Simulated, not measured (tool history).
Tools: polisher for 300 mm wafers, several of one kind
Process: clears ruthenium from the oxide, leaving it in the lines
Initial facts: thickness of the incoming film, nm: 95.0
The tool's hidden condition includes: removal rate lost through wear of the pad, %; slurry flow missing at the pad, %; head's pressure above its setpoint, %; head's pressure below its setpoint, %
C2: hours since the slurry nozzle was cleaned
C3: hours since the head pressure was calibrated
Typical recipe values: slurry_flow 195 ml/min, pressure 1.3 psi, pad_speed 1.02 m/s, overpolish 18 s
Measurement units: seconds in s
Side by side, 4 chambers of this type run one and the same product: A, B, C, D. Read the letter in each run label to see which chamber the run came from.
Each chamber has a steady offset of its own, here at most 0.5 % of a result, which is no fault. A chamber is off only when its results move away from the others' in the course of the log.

{"run": "1D", "hour": 6.0, "slurry_flow": 195, "pressure": 1.3, "pad_speed": 1.02, "overpolish": 18, "wafers polished on this pad": 228, "C2": 19.7, "C3": 480.7, "seconds": 132.32}
{"hour": 14.3, "done": "chamber C: worn pad replaced by a new one"}
{"run": "2B", "hour": 15.0, "slurry_flow": 195, "pressure": 1.3, "pad_speed": 1.02, "overpolish": 18, "wafers polished on this pad": 425, "C2": 216.5, "C3": 1146.2, "seconds": 134.54}
{"run": "3A", "hour": 22.4, "slurry_flow": 195, "pressure": 1.3, "pad_speed": 1.02, "overpolish": 18, "wafers polished on this pad": 805, "C2": 139.9, "C3": 146.3, "seconds": 133.39}
{"hour": 28.8, "done": "chamber A: worn pad replaced by a new one"}
{"run": "4C", "hour": 29.6, "slurry_flow": 195, "pressure": 1.3, "pad_speed": 1.02, "overpolish": 18, "wafers polished on this pad": 92, "C2": 282.4, "C3": 387.4, "seconds": 133.95}
{"run": "5D", "hour": 37.1, "slurry_flow": 195, "pressure": 0.8, "pad_speed": 1.02, "overpolish": 8, "wafers polished on this pad": 415, "C2": 50.8, "C3": 511.8, "seconds": 221.3}
{"run": "6C", "hour": 42.7, "slurry_flow": 195, "pressure": 0.8, "pad_speed": 1.02, "overpolish": 8, "wafers polished on this pad": 171, "C2": 295.5, "C3": 400.5, "seconds": 217.28}
{"run": "7A", "hour": 50.2, "slurry_flow": 195, "pressure": 0.8, "pad_speed": 1.02, "overpolish": 8, "wafers polished on this pad": 129, "C2": 167.7, "C3": 174.1, "seconds": 222.92}
{"run": "8B", "hour": 60.2, "slurry_flow": 195, "pressure": 0.8, "pad_speed": 1.02, "overpolish": 8, "wafers polished on this pad": 697, "C2": 261.7, "C3": 1191.4, "seconds": 212.63}
{"run": "9B", "hour": 70.2, "slurry_flow": 195, "pressure": 1.3, "pad_speed": 1.2, "overpolish": 18, "wafers polished on this pad": 758, "C2": 271.7, "C3": 1201.4, "seconds": 114.29}
{"run": "10A", "hour": 80.8, "slurry_flow": 195, "pressure": 1.3, "pad_speed": 1.2, "overpolish": 18, "wafers polished on this pad": 313, "C2": 198.3, "C3": 204.7, "seconds": 111.54}
{"run": "11D", "hour": 90.6, "slurry_flow": 195, "pressure": 1.3, "pad_speed": 1.2, "overpolish": 18, "wafers polished on this pad": 737, "C2": 104.3, "C3": 565.3, "seconds": 114.32}
{"run": "12C", "hour": 96.1, "slurry_flow": 195, "pressure": 1.3, "pad_speed": 1.2, "overpolish": 18, "wafers polished on this pad": 492, "C2": 348.9, "C3": 453.9, "seconds": 111.73}
{"run": "13B", "hour": 103.9, "slurry_flow": 195, "pressure": 1.3, "pad_speed": 1.02, "overpolish": 18, "wafers polished on this pad": 960, "C2": 305.4, "C3": 1235.1, "seconds": 134.61}
{"run": "14A", "hour": 114.3, "slurry_flow": 195, "pressure": 1.3, "pad_speed": 1.02, "overpolish": 18, "wafers polished on this pad": 514, "C2": 231.8, "C3": 238.2, "seconds": 129.09}
{"run": "15C", "hour": 123.9, "slurry_flow": 195, "pressure": 1.3, "pad_speed": 1.02, "overpolish": 18, "wafers polished on this pad": 660, "C2": 376.7, "C3": 481.7, "seconds": 131.02}
{"hour": 130.1, "done": "chamber D: worn pad replaced by a new one"}
{"run": "16D", "hour": 134.6, "slurry_flow": 195, "pressure": 1.3, "pad_speed": 1.02, "overpolish": 18, "wafers polished on this pad": 27, "C2": 148.3, "C3": 609.3, "seconds": 133.25}
{"run": "17D", "hour": 142.0, "slurry_flow": 195, "pressure": 1.3, "pad_speed": 1.02, "overpolish": 15, "wafers polished on this pad": 71, "C2": 155.7, "C3": 616.7, "seconds": 133.48}
{"run": "18B", "hour": 150.1, "slurry_flow": 195, "pressure": 1.3, "pad_speed": 1.02, "overpolish": 15, "wafers polished on this pad": 1238, "C2": 351.6, "C3": 1281.3, "seconds": 134.96}
{"hour": 151.7, "done": "chamber B: worn pad replaced by a new one"}
{"hour": 153.9, "done": "chamber C: slurry nozzle cleaned"}
{"hour": 154.0, "done": "chamber C: worn pad replaced by a new one"}
{"run": "19C", "hour": 154.9, "slurry_flow": 195, "pressure": 1.3, "pad_speed": 1.02, "overpolish": 15, "wafers polished on this pad": 5, "C2": 1.1, "C3": 512.7, "seconds": 132.83}
{"run": "20A", "hour": 163.2, "slurry_flow": 195, "pressure": 1.3, "pad_speed": 1.02, "overpolish": 15, "wafers polished on this pad": 809, "C2": 280.7, "C3": 287.1, "seconds": 132.91}
{"hour": 169.2, "done": "chamber A: worn pad replaced by a new one"}
{"run": "21B", "hour": 170.3, "slurry_flow": 195, "pressure": 1.3, "pad_speed": 1.02, "overpolish": 18, "wafers polished on this pad": 112, "C2": 371.8, "C3": 1301.5, "seconds": 133.63}
{"run": "22A", "hour": 176.3, "slurry_flow": 195, "pressure": 1.3, "pad_speed": 1.02, "overpolish": 18, "wafers polished on this pad": 43, "C2": 293.8, "C3": 300.2, "seconds": 133.94}
{"run": "23C", "hour": 185.7, "slurry_flow": 175, "pressure": 1.3, "pad_speed": 1.02, "overpolish": 18, "wafers polished on this pad": 191, "C2": 31.9, "C3": 543.5, "seconds": 133.49}
{"run": "24D", "hour": 196.0, "slurry_flow": 175, "pressure": 1.3, "pad_speed": 1.02, "overpolish": 18, "wafers polished on this pad": 396, "C2": 209.7, "C3": 670.7, "seconds": 135.09}
{"hour": 197.1, "done": "chamber B: head pressure recalibrated"}
{"run": "25A", "hour": 206.3, "slurry_flow": 175, "pressure": 1.3, "pad_speed": 1.02, "overpolish": 18, "wafers polished on this pad": 223, "C2": 323.8, "C3": 330.2, "seconds": 135.58}
{"run": "26D", "hour": 211.3, "slurry_flow": 175, "pressure": 1.3, "pad_speed": 1.02, "overpolish": 18, "wafers polished on this pad": 488, "C2": 225.0, "C3": 686.0, "seconds": 135.31}
{"run": "27B", "hour": 217.2, "slurry_flow": 195, "pressure": 0.9, "pad_speed": 1.24, "overpolish": 18, "wafers polished on this pad": 394, "C2": 418.7, "C3": 20.1, "seconds": 169.45}
{"run": "28C", "hour": 227.0, "slurry_flow": 195, "pressure": 0.9, "pad_speed": 1.24, "overpolish": 18, "wafers polished on this pad": 439, "C2": 73.2, "C3": 584.8, "seconds": 159.15}
{"run": "29B", "hour": 235.4, "slurry_flow": 195, "pressure": 0.9, "pad_speed": 1.24, "overpolish": 18, "wafers polished on this pad": 504, "C2": 436.9, "C3": 38.3, "seconds": 170.51}
{"run": "30C", "hour": 241.2, "slurry_flow": 195, "pressure": 0.9, "pad_speed": 1.24, "overpolish": 18, "wafers polished on this pad": 525, "C2": 87.4, "C3": 599.0, "seconds": 156.36}
{"run": "31D", "hour": 247.5, "slurry_flow": 195, "pressure": 1.3, "pad_speed": 1.02, "overpolish": 18, "wafers polished on this pad": 706, "C2": 261.2, "C3": 722.2, "seconds": 133.99}
{"run": "32A", "hour": 257.0, "slurry_flow": 195, "pressure": 1.3, "pad_speed": 1.02, "overpolish": 18, "wafers polished on this pad": 529, "C2": 374.5, "C3": 380.9, "seconds": 135.85}
{"run": "33D", "hour": 264.3, "slurry_flow": 195, "pressure": 1.3, "pad_speed": 1.02, "overpolish": 18, "wafers polished on this pad": 807, "C2": 278.0, "C3": 739.0, "seconds": 132.51}
{"hour": 272.1, "done": "chamber D: worn pad replaced by a new one"}
{"run": "34A", "hour": 273.1, "slurry_flow": 195, "pressure": 1.3, "pad_speed": 1.02, "overpolish": 18, "wafers polished on this pad": 625, "C2": 390.6, "C3": 397.0, "seconds": 134.03}
{"run": "35B", "hour": 279.8, "slurry_flow": 195, "pressure": 1.3, "pad_speed": 1.02, "overpolish": 18, "wafers polished on this pad": 771, "C2": 481.3, "C3": 82.7, "seconds": 141.09}
{"hour": 281.5, "done": "chamber C: worn pad replaced by a new one"}
{"run": "36C", "hour": 289.7, "slurry_flow": 195, "pressure": 1.5, "pad_speed": 1.02, "overpolish": 26, "wafers polished on this pad": 49, "C2": 135.9, "C3": 647.5, "seconds": 114.58}
{"hour": 294.0, "done": "chamber A: worn pad replaced by a new one"}
{"run": "37C", "hour": 299.0, "slurry_flow": 195, "pressure": 1.5, "pad_speed": 1.02, "overpolish": 26, "wafers polished on this pad": 105, "C2": 145.2, "C3": 656.8, "seconds": 113.99}
{"run": "38B", "hour": 304.6, "slurry_flow": 195, "pressure": 1.5, "pad_speed": 1.02, "overpolish": 26, "wafers polished on this pad": 920, "C2": 506.1, "C3": 107.5, "seconds": 125.58}
{"run": "39D", "hour": 313.6, "slurry_flow": 195, "pressure": 1.5, "pad_speed": 1.02, "overpolish": 26, "wafers polished on this pad": 250, "C2": 327.3, "C3": 788.3, "seconds": 117.4}
{"run": "40A", "hour": 318.6, "slurry_flow": 195, "pressure": 1.3, "pad_speed": 1.02, "overpolish": 18, "wafers polished on this pad": 148, "C2": 436.1, "C3": 442.5, "seconds": 131.12}
{"run": "41B", "hour": 326.6, "slurry_flow": 195, "pressure": 1.3, "pad_speed": 1.02, "overpolish": 18, "wafers polished on this pad": 1053, "C2": 528.1, "C3": 129.5, "seconds": 145.89}

Read the log: is a single chamber off, either drifting away or since a service, is the gauge that measures every chamber drifting, or is nothing wrong beyond small per-chamber offsets? Name any odd chamber and what most likely caused it.

The work done on chamber B during a service left it standing apart from the others.
Likeliest cause: head's pressure below its setpoint, % = 7.59.

Here are 4 candidates for chamber B's next run, each the usual settings with a change, their results left as question marks. Which one brings its results back in line with what the others give on the usual settings?
Allowed miss from the other chambers' usual-settings mean, per result, to count as in line: seconds 5.60 s
{"run": "42B-1", "hour": 334.3, "slurry_flow": 195, "pressure": 1.2, "pad_speed": 1.02, "overpolish": 18, "seconds": "?"}
{"run": "42B-2", "hour": 334.3, "slurry_flow": 195, "pressure": 1.4, "pad_speed": 1.02, "overpolish": 18, "seconds": "?"}
{"run": "42B-3", "hour": 334.3, "slurry_flow": 195, "pressure": 1.2, "pad_speed": 0.94, "overpolish": 18, "seconds": "?"}
{"run": "42B-4", "hour": 334.3, "slurry_flow": 200, "pressure": 1.5, "pad_speed": 1.02, "overpolish": 18, "seconds": "?"}

Other chambers, usual settings, mean: seconds 133.52 s
run=42B-1 seconds=156.22
run=42B-2 seconds=134.21
run=42B-3 seconds=169.59
run=42B-4 seconds=124.94
The answer is 42B-2, which returns the chamber to within the allowed miss of the others.

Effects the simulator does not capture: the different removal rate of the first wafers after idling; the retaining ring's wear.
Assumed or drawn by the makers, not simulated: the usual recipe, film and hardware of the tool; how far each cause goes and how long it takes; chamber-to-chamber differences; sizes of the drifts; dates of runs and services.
